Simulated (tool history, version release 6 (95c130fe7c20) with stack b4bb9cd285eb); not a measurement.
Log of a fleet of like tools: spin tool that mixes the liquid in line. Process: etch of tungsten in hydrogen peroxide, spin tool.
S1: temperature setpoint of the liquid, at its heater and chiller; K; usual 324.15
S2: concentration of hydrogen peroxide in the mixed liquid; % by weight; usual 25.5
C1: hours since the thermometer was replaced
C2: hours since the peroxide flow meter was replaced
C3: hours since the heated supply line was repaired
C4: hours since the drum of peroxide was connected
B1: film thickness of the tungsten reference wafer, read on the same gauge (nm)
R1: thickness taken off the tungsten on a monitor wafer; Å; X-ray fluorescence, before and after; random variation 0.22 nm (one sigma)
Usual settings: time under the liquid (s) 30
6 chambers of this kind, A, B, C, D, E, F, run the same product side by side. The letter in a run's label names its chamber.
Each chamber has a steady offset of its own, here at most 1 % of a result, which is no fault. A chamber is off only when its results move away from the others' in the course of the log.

run 1C day=0.183 | S1=324.15 S2=25.5 time_under_the_liquid_(s)=30 | C1=1394.3 C2=1006.4 C3=933.7 C4=45.2 | B1=99.970 | R1=657.65
run 2B day=0.288 | S1=324.15 S2=25.5 time_under_the_liquid_(s)=30 | C1=1871.0 C2=844.0 C3=237.1 C4=75.2 | B1=100.000 | R1=654.04
run 3A day=0.446 | S1=324.15 S2=25.5 time_under_the_liquid_(s)=30 | C1=536.6 C2=535.4 C3=3014.5 C4=468.4 | B1=99.982 | R1=657.38
run 4F day=0.579 | S1=324.15 S2=25.5 time_under_the_liquid_(s)=30 | C1=1467.0 C2=45.7 C3=635.4 C4=454.5 | B1=100.010 | R1=659.02
run 5E day=0.788 | S1=324.15 S2=25.5 time_under_the_liquid_(s)=30 | C1=84.2 C2=1611.6 C3=623.1 C4=331.0 | B1=99.995 | R1=660.71
run 6D day=0.912 | S1=324.15 S2=25.5 time_under_the_liquid_(s)=30 | C1=192.2 C2=773.4 C3=3962.0 C4=780.4 | B1=99.990 | R1=658.58
run 7E day=1.008 | S1=324.15 S2=25.5 time_under_the_liquid_(s)=30 | C1=89.5 C2=1616.9 C3=628.4 C4=336.3 | B1=100.010 | R1=659.09
run 8D day=1.112 | S1=324.15 S2=25.5 time_under_the_liquid_(s)=30 | C1=197.0 C2=778.2 C3=3966.8 C4=785.2 | B1=100.030 | R1=663.14
run 9B day=1.296 | S1=324.15 S2=25.5 time_under_the_liquid_(s)=30 | C1=1895.2 C2=868.2 C3=261.3 C4=99.4 | B1=100.010 | R1=653.22
run 10F day=1.408 | S1=324.15 S2=25.5 time_under_the_liquid_(s)=30 | C1=1486.9 C2=65.6 C3=655.3 C4=474.4 | B1=99.978 | R1=659.02
run 11C day=1.617 | S1=324.15 S2=29.0 time_under_the_liquid_(s)=45 | C1=1428.7 C2=1040.8 C3=968.1 C4=79.6 | B1=100.000 | R1=1050.60
run 12A day=1.721 | S1=324.15 S2=29.0 time_under_the_liquid_(s)=45 | C1=567.2 C2=566.0 C3=3045.1 C4=499.0 | B1=100.020 | R1=1057.60
run 13F day=1.838 | S1=324.15 S2=29.0 time_under_the_liquid_(s)=45 | C1=1497.2 C2=75.9 C3=665.6 C4=484.7 | B1=99.986 | R1=1059.80
run 14C day=2.012 | S1=324.15 S2=29.0 time_under_the_liquid_(s)=45 | C1=1438.2 C2=1050.3 C3=977.6 C4=89.1 | B1=100.050 | R1=1057.80
run 15E day=2.162 | S1=324.15 S2=29.0 time_under_the_liquid_(s)=45 | C1=117.2 C2=1644.6 C3=656.1 C4=364.0 | B1=99.983 | R1=1057.60
run 16D day=2.283 | S1=324.15 S2=29.0 time_under_the_liquid_(s)=45 | C1=225.1 C2=806.3 C3=3994.9 C4=813.3 | B1=100.010 | R1=1053.30
run 17B day=2.471 | S1=324.15 S2=25.5 time_under_the_liquid_(s)=30 | C1=1923.4 C2=896.4 C3=289.5 C4=127.6 | B1=99.954 | R1=650.35
run 18A day=2.571 | S1=324.15 S2=25.5 time_under_the_liquid_(s)=30 | C1=587.6 C2=586.4 C3=3065.5 C4=519.4 | B1=100.010 | R1=662.34
run 19B day=2.708 | S1=324.15 S2=25.5 time_under_the_liquid_(s)=30 | C1=1929.1 C2=902.1 C3=295.2 C4=133.3 | B1=100.010 | R1=656.25
run 20D day=2.912 | S1=324.15 S2=25.5 time_under_the_liquid_(s)=30 | C1=240.2 C2=821.4 C3=4010.0 C4=828.4 | B1=99.992 | R1=658.91
run 21C day=3.104 | S1=324.15 S2=25.5 time_under_the_liquid_(s)=15 | C1=1464.4 C2=1076.5 C3=1003.8 C4=115.3 | B1=99.971 | R1=329.10
run 22A day=3.283 | S1=324.15 S2=25.5 time_under_the_liquid_(s)=15 | C1=604.7 C2=603.5 C3=3082.6 C4=536.5 | B1=99.982 | R1=328.60
run 23F day=3.404 | S1=324.15 S2=25.5 time_under_the_liquid_(s)=15 | C1=1534.8 C2=113.5 C3=703.2 C4=522.3 | B1=99.978 | R1=331.52
-- day=3.429 chamber A: new drum of peroxide connected
run 24E day=3.550 | S1=324.15 S2=25.5 time_under_the_liquid_(s)=15 | C1=150.5 C2=1677.9 C3=689.4 C4=397.3 | B1=100.010 | R1=328.24
run 25D day=3.746 | S1=324.15 S2=25.5 time_under_the_liquid_(s)=15 | C1=260.2 C2=841.4 C3=4030.0 C4=848.4 | B1=100.010 | R1=326.59
run 26C day=3.904 | S1=324.15 S2=25.5 time_under_the_liquid_(s)=15 | C1=1483.6 C2=1095.7 C3=1023.0 C4=134.5 | B1=99.987 | R1=329.40
run 27B day=4.100 | S1=324.15 S2=25.5 time_under_the_liquid_(s)=15 | C1=1962.5 C2=935.5 C3=328.6 C4=166.7 | B1=99.978 | R1=327.76
run 28A day=4.221 | S1=324.15 S2=25.5 time_under_the_liquid_(s)=15 | C1=627.2 C2=626.0 C3=3105.1 C4=19.0 | B1=99.985 | R1=328.97
run 29F day=4.325 | S1=324.15 S2=25.5 time_under_the_liquid_(s)=15 | C1=1556.9 C2=135.6 C3=725.3 C4=544.4 | B1=99.982 | R1=329.13
run 30E day=4.458 | S1=324.15 S2=25.5 time_under_the_liquid_(s)=15 | C1=172.3 C2=1699.7 C3=711.2 C4=419.1 | B1=100.040 | R1=330.02
run 31B day=4.638 | S1=324.15 S2=25.5 time_under_the_liquid_(s)=15 | C1=1975.4 C2=948.4 C3=341.5 C4=179.6 | B1=100.020 | R1=327.00
run 32E day=4.788 | S1=324.15 S2=25.5 time_under_the_liquid_(s)=15 | C1=180.2 C2=1707.6 C3=719.1 C4=427.0 | B1=99.974 | R1=329.45
run 33C day=4.896 | S1=324.15 S2=25.5 time_under_the_liquid_(s)=30 | C1=1507.4 C2=1119.5 C3=1046.8 C4=158.3 | B1=100.030 | R1=659.82
run 34A day=5.033 | S1=324.15 S2=25.5 time_under_the_liquid_(s)=30 | C1=646.7 C2=645.5 C3=3124.6 C4=38.5 | B1=99.985 | R1=658.05
run 35D day=5.225 | S1=324.15 S2=25.5 time_under_the_liquid_(s)=45 | C1=295.7 C2=876.9 C3=4065.5 C4=883.9 | B1=100.020 | R1=980.57
run 36F day=5.371 | S1=324.15 S2=25.5 time_under_the_liquid_(s)=45 | C1=1582.0 C2=160.7 C3=750.4 C4=569.5 | B1=100.010 | R1=990.18
run 37B day=5.562 | S1=324.15 S2=25.5 time_under_the_liquid_(s)=45 | C1=1997.6 C2=970.6 C3=363.7 C4=201.8 | B1=99.990 | R1=975.26
run 38F day=5.729 | S1=324.15 S2=25.5 time_under_the_liquid_(s)=45 | C1=1590.6 C2=169.3 C3=759.0 C4=578.1 | B1=99.957 | R1=992.22
run 39D day=5.867 | S1=324.15 S2=25.5 time_under_the_liquid_(s)=45 | C1=311.1 C2=892.3 C3=4080.9 C4=899.3 | B1=100.000 | R1=972.37
run 40E day=5.967 | S1=324.15 S2=25.5 time_under_the_liquid_(s)=45 | C1=208.5 C2=1735.9 C3=747.4 C4=455.3 | B1=99.971 | R1=991.62
run 41A day=6.129 | S1=329.15 S2=23.0 time_under_the_liquid_(s)=30 | C1=673.0 C2=671.8 C3=3150.9 C4=64.8 | B1=100.030 | R1=845.51
run 42C day=6.304 | S1=329.15 S2=23.0 time_under_the_liquid_(s)=30 | C1=1541.2 C2=1153.3 C3=1080.6 C4=192.1 | B1=100.020 | R1=841.91
run 43B day=6.438 | S1=329.15 S2=23.0 time_under_the_liquid_(s)=30 | C1=2018.6 C2=991.6 C3=384.7 C4=222.8 | B1=100.020 | R1=834.44
run 44C day=6.617 | S1=329.15 S2=23.0 time_under_the_liquid_(s)=30 | C1=1548.7 C2=1160.8 C3=1088.1 C4=199.6 | B1=100.020 | R1=843.19

Is one chamber off against the others, does the gauge drift, or is nothing wrong? If a chamber is off, say which, and what the likeliest cause is.

Chamber D drifts away from the others.
Cause: peroxide weaker than its label (%) = 4.38.
The log may not tell that from: liquid colder than its thermometer reads (K); peroxide flow below the setpoint (%); temperature lost on the way to the wafer (K).

Here are 4 candidates for chamber D's next run, each the usual settings with a change, their results left as question marks. Which one brings its results back in line with what the others give on the usual settings?
In line means no further than this from the other chambers' mean on the usual settings: R1 7.70 Å
run 45D-1 day=6.771 | S1=324.15 S2=27.5 time_under_the_liquid_(s)=30 | R1=?
run 45D-2 day=6.771 | S1=324.15 S2=24.5 time_under_the_liquid_(s)=30 | R1=?
run 45D-3 day=6.771 | S1=324.15 S2=26.5 time_under_the_liquid_(s)=30 | R1=?
run 45D-4 day=6.771 | S1=324.15 S2=23.5 time_under_the_liquid_(s)=30 | R1=?

The other chambers' mean on the usual settings: R1 657.85 Å
run=45D-1 R1=672.94
run=45D-2 R1=635.26
run=45D-3 R1=660.61
run=45D-4 R1=622.21
45D-3 brings the chamber back in line.

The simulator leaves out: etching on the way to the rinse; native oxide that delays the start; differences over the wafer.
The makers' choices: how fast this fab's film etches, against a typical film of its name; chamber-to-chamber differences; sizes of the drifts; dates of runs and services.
